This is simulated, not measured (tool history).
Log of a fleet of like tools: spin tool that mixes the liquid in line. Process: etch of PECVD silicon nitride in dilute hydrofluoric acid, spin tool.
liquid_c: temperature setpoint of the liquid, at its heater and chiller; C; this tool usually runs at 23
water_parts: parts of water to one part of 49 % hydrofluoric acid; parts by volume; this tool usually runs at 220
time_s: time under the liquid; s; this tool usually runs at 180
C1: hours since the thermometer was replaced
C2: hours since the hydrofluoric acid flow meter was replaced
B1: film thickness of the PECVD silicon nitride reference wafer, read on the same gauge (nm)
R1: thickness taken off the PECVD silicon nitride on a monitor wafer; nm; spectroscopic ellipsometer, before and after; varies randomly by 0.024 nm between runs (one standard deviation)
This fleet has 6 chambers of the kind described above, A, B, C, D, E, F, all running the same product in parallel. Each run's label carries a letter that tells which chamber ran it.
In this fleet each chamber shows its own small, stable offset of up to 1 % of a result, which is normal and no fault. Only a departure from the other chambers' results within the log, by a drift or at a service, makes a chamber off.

{"run": "1F", "hour": 4.8, "liquid_c": 23, "water_parts": 220, "time_s": 180, "C1": 199.9, "C2": 211.6, "B1": 120.01, "R1": 1.8535}
{"run": "2A", "hour": 11.5, "liquid_c": 23, "water_parts": 220, "time_s": 180, "C1": 2870, "C2": 30.1, "B1": 120.02, "R1": 1.8136}
{"run": "3E", "hour": 16.8, "liquid_c": 23, "water_parts": 220, "time_s": 180, "C1": 1437.3, "C2": 328, "B1": 119.94, "R1": 1.8313}
{"run": "4B", "hour": 27.3, "liquid_c": 23, "water_parts": 220, "time_s": 180, "C1": 619.7, "C2": 281, "B1": 119.99, "R1": 1.8535}
{"run": "5C", "hour": 33.0, "liquid_c": 23, "water_parts": 220, "time_s": 235, "C1": 110.9, "C2": 579.9, "B1": 120.01, "R1": 2.4104}
{"run": "6D", "hour": 39.5, "liquid_c": 23, "water_parts": 220, "time_s": 235, "C1": 466.5, "C2": 301.4, "B1": 120, "R1": 2.4125}
{"run": "7B", "hour": 46.1, "liquid_c": 23, "water_parts": 220, "time_s": 235, "C1": 638.5, "C2": 299.8, "B1": 120, "R1": 2.4208}
{"run": "8E", "hour": 56.1, "liquid_c": 23, "water_parts": 220, "time_s": 235, "C1": 1476.6, "C2": 367.3, "B1": 119.99, "R1": 2.3883}
{"run": "9F", "hour": 61.6, "liquid_c": 23, "water_parts": 220, "time_s": 235, "C1": 256.7, "C2": 268.4, "B1": 120.03, "R1": 2.4386}
{"run": "10A", "hour": 69.8, "liquid_c": 23, "water_parts": 220, "time_s": 235, "C1": 2928.3, "C2": 88.4, "B1": 120, "R1": 2.3917}
{"hour": 73.0, "done": "chamber D: thermometer replaced"}
{"run": "11C", "hour": 75.0, "liquid_c": 23, "water_parts": 220, "time_s": 180, "C1": 152.9, "C2": 621.9, "B1": 120, "R1": 1.8017}
{"run": "12D", "hour": 80.9, "liquid_c": 23, "water_parts": 220, "time_s": 180, "C1": 8, "C2": 342.8, "B1": 120.04, "R1": 1.8118}
{"run": "13D", "hour": 85.5, "liquid_c": 20.5, "water_parts": 160, "time_s": 180, "C1": 12.6, "C2": 347.4, "B1": 120, "R1": 2.1133}
{"run": "14F", "hour": 94.8, "liquid_c": 20.5, "water_parts": 160, "time_s": 180, "C1": 289.9, "C2": 301.6, "B1": 119.97, "R1": 2.158}
{"run": "15A", "hour": 103.9, "liquid_c": 20.5, "water_parts": 160, "time_s": 180, "C1": 2962.4, "C2": 122.5, "B1": 119.99, "R1": 2.1424}
{"run": "16B", "hour": 110.4, "liquid_c": 20.5, "water_parts": 160, "time_s": 180, "C1": 702.8, "C2": 364.1, "B1": 120.03, "R1": 2.0985}
{"run": "17E", "hour": 119.9, "liquid_c": 20.5, "water_parts": 160, "time_s": 180, "C1": 1540.4, "C2": 431.1, "B1": 119.94, "R1": 2.1891}
{"run": "18C", "hour": 129.3, "liquid_c": 20.5, "water_parts": 160, "time_s": 180, "C1": 207.2, "C2": 676.2, "B1": 119.95, "R1": 2.1015}
{"run": "19E", "hour": 137.7, "liquid_c": 23, "water_parts": 220, "time_s": 180, "C1": 1558.2, "C2": 448.9, "B1": 119.98, "R1": 1.8494}
{"run": "20D", "hour": 147.4, "liquid_c": 23, "water_parts": 220, "time_s": 180, "C1": 74.5, "C2": 409.3, "B1": 119.99, "R1": 1.8425}
{"run": "21F", "hour": 153.1, "liquid_c": 23, "water_parts": 175, "time_s": 265, "C1": 348.2, "C2": 359.9, "B1": 119.99, "R1": 3.3861}
{"run": "22B", "hour": 160.9, "liquid_c": 23, "water_parts": 175, "time_s": 265, "C1": 753.3, "C2": 414.6, "B1": 119.98, "R1": 3.3407}
{"run": "23C", "hour": 170.9, "liquid_c": 23, "water_parts": 175, "time_s": 265, "C1": 248.8, "C2": 717.8, "B1": 119.99, "R1": 3.3082}
{"run": "24A", "hour": 176.6, "liquid_c": 23, "water_parts": 175, "time_s": 265, "C1": 3035.1, "C2": 195.2, "B1": 120.03, "R1": 3.4249}
{"run": "25C", "hour": 186.1, "liquid_c": 23, "water_parts": 175, "time_s": 265, "C1": 264, "C2": 733, "B1": 120, "R1": 3.3867}
{"run": "26F", "hour": 191.5, "liquid_c": 23, "water_parts": 175, "time_s": 265, "C1": 386.6, "C2": 398.3, "B1": 119.98, "R1": 3.4421}
{"run": "27D", "hour": 198.3, "liquid_c": 23, "water_parts": 220, "time_s": 180, "C1": 125.4, "C2": 460.2, "B1": 119.95, "R1": 1.8541}
{"run": "28B", "hour": 207.7, "liquid_c": 23, "water_parts": 220, "time_s": 180, "C1": 800.1, "C2": 461.4, "B1": 120.07, "R1": 1.7757}
{"run": "29A", "hour": 214.7, "liquid_c": 23, "water_parts": 220, "time_s": 180, "C1": 3073.2, "C2": 233.3, "B1": 119.97, "R1": 1.8632}
{"hour": 219.8, "done": "chamber A: thermometer replaced"}
{"run": "30E", "hour": 225.1, "liquid_c": 23, "water_parts": 220, "time_s": 180, "C1": 1645.6, "C2": 536.3, "B1": 119.98, "R1": 1.8468}
{"run": "31C", "hour": 229.8, "liquid_c": 23, "water_parts": 220, "time_s": 180, "C1": 307.7, "C2": 776.7, "B1": 120.03, "R1": 1.8377}
{"run": "32E", "hour": 237.0, "liquid_c": 23, "water_parts": 220, "time_s": 180, "C1": 1657.5, "C2": 548.2, "B1": 120.01, "R1": 1.8686}
{"run": "33D", "hour": 247.2, "liquid_c": 23, "water_parts": 220, "time_s": 180, "C1": 174.3, "C2": 509.1, "B1": 120, "R1": 1.8463}
{"run": "34B", "hour": 256.5, "liquid_c": 25.5, "water_parts": 220, "time_s": 180, "C1": 848.9, "C2": 510.2, "B1": 119.97, "R1": 2.0082}
{"run": "35F", "hour": 262.0, "liquid_c": 25.5, "water_parts": 220, "time_s": 180, "C1": 457.1, "C2": 468.8, "B1": 119.99, "R1": 2.1945}
{"run": "36A", "hour": 272.0, "liquid_c": 25.5, "water_parts": 220, "time_s": 180, "C1": 52.3, "C2": 290.6, "B1": 119.99, "R1": 2.1424}
{"run": "37D", "hour": 281.8, "liquid_c": 25.5, "water_parts": 220, "time_s": 180, "C1": 208.9, "C2": 543.7, "B1": 119.99, "R1": 2.1626}
{"run": "38C", "hour": 291.1, "liquid_c": 25.5, "water_parts": 220, "time_s": 180, "C1": 369, "C2": 838, "B1": 119.99, "R1": 2.1127}
{"run": "39F", "hour": 299.6, "liquid_c": 25.5, "water_parts": 220, "time_s": 180, "C1": 494.7, "C2": 506.4, "B1": 120.02, "R1": 2.111}
{"run": "40E", "hour": 304.8, "liquid_c": 23, "water_parts": 220, "time_s": 180, "C1": 1725.3, "C2": 616, "B1": 119.99, "R1": 1.8243}
{"run": "41A", "hour": 312.0, "liquid_c": 23, "water_parts": 220, "time_s": 180, "C1": 92.3, "C2": 330.6, "B1": 120.02, "R1": 1.8119}

All chambers now run identical settings, listed one chamber a line with results as question marks. What results will each chamber show?
{"run": "42A", "hour": 319.7, "liquid_c": 26.5, "water_parts": 220, "time_s": 180, "R1": "?"}
{"run": "42B", "hour": 319.7, "liquid_c": 26.5, "water_parts": 220, "time_s": 180, "R1": "?"}
{"run": "42C", "hour": 319.7, "liquid_c": 26.5, "water_parts": 220, "time_s": 180, "R1": "?"}
{"run": "42D", "hour": 319.7, "liquid_c": 26.5, "water_parts": 220, "time_s": 180, "R1": "?"}
{"run": "42E", "hour": 319.7, "liquid_c": 26.5, "water_parts": 220, "time_s": 180, "R1": "?"}
{"run": "42F", "hour": 319.7, "liquid_c": 26.5, "water_parts": 220, "time_s": 180, "R1": "?"}

run=42A R1=2.2796
run=42B R1=2.0306
run=42C R1=2.212
run=42D R1=2.2667
run=42E R1=2.2657
run=42F R1=2.3602
